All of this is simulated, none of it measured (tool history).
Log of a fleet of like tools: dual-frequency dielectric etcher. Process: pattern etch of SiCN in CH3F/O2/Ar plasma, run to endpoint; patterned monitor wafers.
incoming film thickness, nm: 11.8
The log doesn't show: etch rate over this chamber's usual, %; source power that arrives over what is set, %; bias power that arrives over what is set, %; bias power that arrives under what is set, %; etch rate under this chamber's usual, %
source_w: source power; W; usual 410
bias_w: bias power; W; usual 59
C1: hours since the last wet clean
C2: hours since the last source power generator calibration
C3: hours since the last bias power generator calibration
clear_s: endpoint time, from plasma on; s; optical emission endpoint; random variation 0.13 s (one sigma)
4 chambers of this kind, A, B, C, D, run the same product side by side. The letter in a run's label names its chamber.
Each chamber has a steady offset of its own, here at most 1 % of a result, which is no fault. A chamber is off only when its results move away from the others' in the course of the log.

run 1B hour=9.9 | source_w=410 bias_w=59 | C1=418.9 C2=786.3 C3=508.5 | clear_s=33.631
run 2D hour=20.1 | source_w=410 bias_w=59 | C1=361.6 C2=1486.4 C3=688.9 | clear_s=33.513
run 3C hour=34.6 | source_w=410 bias_w=59 | C1=101 C2=922.9 C3=95.2 | clear_s=33.455
-- hour=37.2 chamber B: wet clean of the chamber
run 4A hour=49.9 | source_w=410 bias_w=59 | C1=470.5 C2=1795.8 C3=171.1 | clear_s=33.22
run 5C hour=65.3 | source_w=410 bias_w=59 | C1=131.7 C2=953.6 C3=125.9 | clear_s=33.63
run 6A hour=72.5 | source_w=410 bias_w=59 | C1=493.1 C2=1818.4 C3=193.7 | clear_s=33.324
run 7D hour=88.1 | source_w=410 bias_w=59 | C1=429.6 C2=1554.4 C3=756.9 | clear_s=33.386
run 8B hour=102.2 | source_w=480 bias_w=59 | C1=65 C2=878.6 C3=600.8 | clear_s=31.74
run 9D hour=110.5 | source_w=480 bias_w=59 | C1=452 C2=1576.8 C3=779.3 | clear_s=31.498
run 10C hour=123.3 | source_w=480 bias_w=59 | C1=189.7 C2=1011.6 C3=183.9 | clear_s=31.567
run 11B hour=133.9 | source_w=480 bias_w=59 | C1=96.7 C2=910.3 C3=632.5 | clear_s=31.574
-- hour=143.4 chamber D: wet clean of the chamber
run 12A hour=145.3 | source_w=410 bias_w=59 | C1=565.9 C2=1891.2 C3=266.5 | clear_s=33.138
run 13D hour=153.2 | source_w=410 bias_w=59 | C1=9.9 C2=1619.5 C3=822 | clear_s=33.757
run 14B hour=163.5 | source_w=410 bias_w=59 | C1=126.3 C2=939.9 C3=662.1 | clear_s=33.663
run 15C hour=175.6 | source_w=410 bias_w=59 | C1=242 C2=1063.9 C3=236.2 | clear_s=33.612
-- hour=176.1 chamber D: source power generator calibrated
run 16A hour=189.5 | source_w=410 bias_w=59 | C1=610.1 C2=1935.4 C3=310.7 | clear_s=33.401
run 17B hour=201.1 | source_w=350 bias_w=49 | C1=163.9 C2=977.5 C3=699.7 | clear_s=37.946
-- hour=210.3 chamber A: wet clean of the chamber
run 18C hour=213.5 | source_w=350 bias_w=49 | C1=279.9 C2=1101.8 C3=274.1 | clear_s=37.967
run 19D hour=229 | source_w=350 bias_w=49 | C1=85.7 C2=52.9 C3=897.8 | clear_s=38.138
run 20A hour=240.2 | source_w=350 bias_w=49 | C1=29.9 C2=1986.1 C3=361.4 | clear_s=36.646
run 21C hour=248.6 | source_w=410 bias_w=59 | C1=315 C2=1136.9 C3=309.2 | clear_s=33.581
run 22D hour=260.4 | source_w=500 bias_w=72 | C1=117.1 C2=84.3 C3=929.2 | clear_s=29.133
run 23B hour=270.2 | source_w=500 bias_w=72 | C1=233 C2=1046.6 C3=768.8 | clear_s=28.91
run 24A hour=284.1 | source_w=500 bias_w=72 | C1=73.8 C2=2030 C3=405.3 | clear_s=27.951
run 25C hour=292.9 | source_w=500 bias_w=72 | C1=359.3 C2=1181.2 C3=353.5 | clear_s=29.253
run 26B hour=303.1 | source_w=410 bias_w=59 | C1=265.9 C2=1079.5 C3=801.7 | clear_s=33.642
run 27D hour=312.3 | source_w=410 bias_w=59 | C1=169 C2=136.2 C3=981.1 | clear_s=33.496
run 28A hour=326.7 | source_w=410 bias_w=59 | C1=116.4 C2=2072.6 C3=447.9 | clear_s=32.411
run 29D hour=334.7 | source_w=410 bias_w=59 | C1=191.4 C2=158.6 C3=1003.5 | clear_s=33.789
run 30A hour=342.9 | source_w=410 bias_w=59 | C1=132.6 C2=2088.8 C3=464.1 | clear_s=32.567
run 31C hour=359.1 | source_w=410 bias_w=59 | C1=425.5 C2=1247.4 C3=419.7 | clear_s=33.647

Is one chamber off against the others, does the gauge drift, or is nothing wrong? If a chamber is off, say which, and what the likeliest cause is.

A service left chamber A off against the others.
Cause: etch rate over this chamber's usual, % = 2.98.

Here are 4 candidates for chamber A's next run, each the usual settings with a change, their results left as question marks. Which one brings its results back in line with what the others give on the usual settings?
In line means no further than this from the other chambers' mean on the usual settings: clear_s 0.46 s
run 32A-1 hour=371 | source_w=490 bias_w=59 | clear_s=?
run 32A-2 hour=371 | source_w=370 bias_w=53 | clear_s=?
run 32A-3 hour=371 | source_w=390 bias_w=56 | clear_s=?
run 32A-4 hour=371 | source_w=450 bias_w=59 | clear_s=?

The other chambers' mean on the usual settings: clear_s 33.593 s
run=32A-1 clear_s=30.276
run=32A-2 clear_s=34.917
run=32A-3 clear_s=33.609
run=32A-4 clear_s=31.278
32A-3 brings the chamber back in line.
